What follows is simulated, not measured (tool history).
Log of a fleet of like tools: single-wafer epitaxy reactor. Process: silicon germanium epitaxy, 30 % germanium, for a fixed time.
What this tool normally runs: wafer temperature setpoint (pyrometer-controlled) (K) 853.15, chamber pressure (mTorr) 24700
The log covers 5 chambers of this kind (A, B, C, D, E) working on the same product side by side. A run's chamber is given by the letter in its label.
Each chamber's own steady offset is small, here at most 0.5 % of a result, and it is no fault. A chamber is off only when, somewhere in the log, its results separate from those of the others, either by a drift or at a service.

run,hour,wafer temperature setpoint (pyrometer-controlled) (K),chamber pressure (mTorr),"read-back reference wafer on the same gauge, thickness_nm",mean film thickness on the monitor wafer (nm)
1E,7.3,853.15,24700,37.495,44.245
2A,21.3,853.15,24700,37.511,44.217
3D,31.3,853.15,24700,37.512,43.943
4C,40.2,853.15,24700,37.522,44.284
5B,53.8,853.15,24700,37.529,44.035
6E,65.4,853.15,24700,37.53,44.171
# hour 80.5: chamber A: pyrometer calibrated
7B,81.8,853.15,24700,37.533,44.046
8A,96.5,853.15,24700,37.537,44.205
# hour 110.4: chamber D: capacitance manometer re-zeroed and calibrated
9D,111.2,853.15,24700,37.545,44.116
10C,126.3,844.15,29800,37.543,39.954
11C,141.4,844.15,29800,37.573,40.133
12A,155.6,844.15,29800,37.563,40.19
13B,167.4,844.15,29800,37.573,39.841
14E,181.4,844.15,29800,37.569,40.12
15D,194.6,853.15,24700,37.586,44.097
16C,203.8,853.15,24700,37.586,44.335
17E,212.9,853.15,24700,37.582,44.233
18B,221.5,853.15,24700,37.588,44.184
19A,229.3,853.15,24700,37.589,44.318
20D,236.8,853.15,24700,37.598,44.129
21B,248.7,853.15,24700,37.59,44.036
22D,259.7,853.15,24700,37.597,44.155
# hour 260.2: chamber A: capacitance manometer re-zeroed and calibrated
23E,268.9,853.15,24700,37.606,44.276
24A,276.2,853.15,24700,37.622,44.371
25C,289.8,853.15,24700,37.621,44.487
26B,299.5,863.15,24700,37.62,53.394
27A,314.1,863.15,24700,37.633,53.628
28C,327.7,863.15,24700,37.628,53.697
29E,344.1,863.15,24700,37.64,53.371
30D,357.7,863.15,24700,37.632,53.283
31B,370.3,853.15,29700,37.646,47.518
32C,385.2,853.15,29700,37.65,47.743
33D,396.7,853.15,29700,37.662,47.468
34E,411.9,853.15,29700,37.667,47.734
35A,424.3,853.15,29700,37.661,47.844
36A,434.5,853.15,30200,37.671,48.147
37E,450.1,853.15,30200,37.676,48.099

Which is it: a chamber that has drifted or been left off by a service, a gauge drift common to all chambers, or only each chamber's usual small offset? If a chamber is off, name it and its likeliest cause.

The gauge drifts, so all chambers seem to drift together. No chamber is off.
Likeliest cause: gauge reads high (%) = 0.491.
